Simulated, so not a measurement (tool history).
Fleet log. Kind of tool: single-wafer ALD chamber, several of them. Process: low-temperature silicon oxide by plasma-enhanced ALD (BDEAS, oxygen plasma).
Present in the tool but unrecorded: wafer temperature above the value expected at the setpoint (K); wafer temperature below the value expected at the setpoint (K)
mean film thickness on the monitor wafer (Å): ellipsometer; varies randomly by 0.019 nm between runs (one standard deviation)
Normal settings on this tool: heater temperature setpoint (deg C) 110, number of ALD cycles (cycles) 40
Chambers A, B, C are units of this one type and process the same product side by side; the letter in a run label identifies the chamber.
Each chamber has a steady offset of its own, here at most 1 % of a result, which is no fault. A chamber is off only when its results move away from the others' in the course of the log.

run	hour	heater temperature setpoint (deg C)	number of ALD cycles (cycles)	hours since the last thermocouple change	read-back reference wafer on the same gauge, thickness_nm	mean film thickness on the monitor wafer (Å)
1A	8	110	40	166.2	4.9687	56.177
2B	21.1	110	40	271.2	4.9716	55.756
3C	30.8	110	40	179.4	4.9692	55.629
4B	38.7	110	40	288.8	4.9725	56.022
5C	46.4	104	40	195	4.9696	56.245
6A	57.6	104	40	215.8	4.9662	56.5
7C	67.4	104	40	216	4.9721	56.561
8A	74.7	110	40	232.9	4.9702	55.748
9B	85.7	110	43	335.8	4.9698	60.331
10C	98.3	110	43	246.9	4.9711	59.968
11B	105.6	110	43	355.7	4.9705	59.79
12A	115.4	110	40	273.6	4.9715	56.087
13B	123.4	110	40	373.5	4.9691	56.09
14C	136.3	110	40	284.9	4.9675	55.775
15A	148.5	110	40	306.7	4.9681	55.951
16B	156.6	110	40	406.7	4.969	56.305
17A	169.7	98	35	327.9	4.9734	49.928
18C	178	98	35	326.6	4.967	50.117
19B	188.1	98	35	438.2	4.9669	50.314
20A	200.2	110	40	358.4	4.9677	56.07
21C	208.9	98	44	357.5	4.9697	62.712
22A	219.3	98	44	377.5	4.9776	62.827
23B	230.2	98	44	480.3	4.9705	63.497
24C	236.9	110	44	385.5	4.9684	61.271
25B	249.2	110	44	499.3	4.9684	61.704
26C	255.7	110	44	404.3	4.9681	61.862
27A	262.7	110	36	420.9	4.9688	50.353
28A	275.6	110	36	433.8	4.9678	50.606
29C	289.2	110	36	437.8	4.9709	50.238
30B	302.4	110	40	552.5	4.9687	55.901
31A	315.7	110	40	473.9	4.9687	56.169
32C	326.1	110	40	474.7	4.9684	55.64
33B	335	110	40	585.1	4.9692	56.229
34B	345.2	110	40	595.3	4.9716	55.784
35A	354.6	110	40	512.8	4.975	55.884
36C	365	110	40	513.6	4.9717	55.812
37A	376.8	110	40	535	4.9687	55.882
38B	384.7	124	40	634.8	4.9707	54.292
39C	392.7	124	40	541.3	4.9689	54.257
40C	400.9	124	40	549.5	4.9726	54.699
41A	412.8	124	43	571	4.9669	58.294
42B	423.4	124	43	673.5	4.9719	58.738

Does one chamber stand apart from the rest, does the shared gauge drift, or is all well apart from small per-chamber offsets? Give the chamber and the most likely cause, where there is one.

All chambers stay in line apart from their small fixed offsets, and the gauge does not drift.
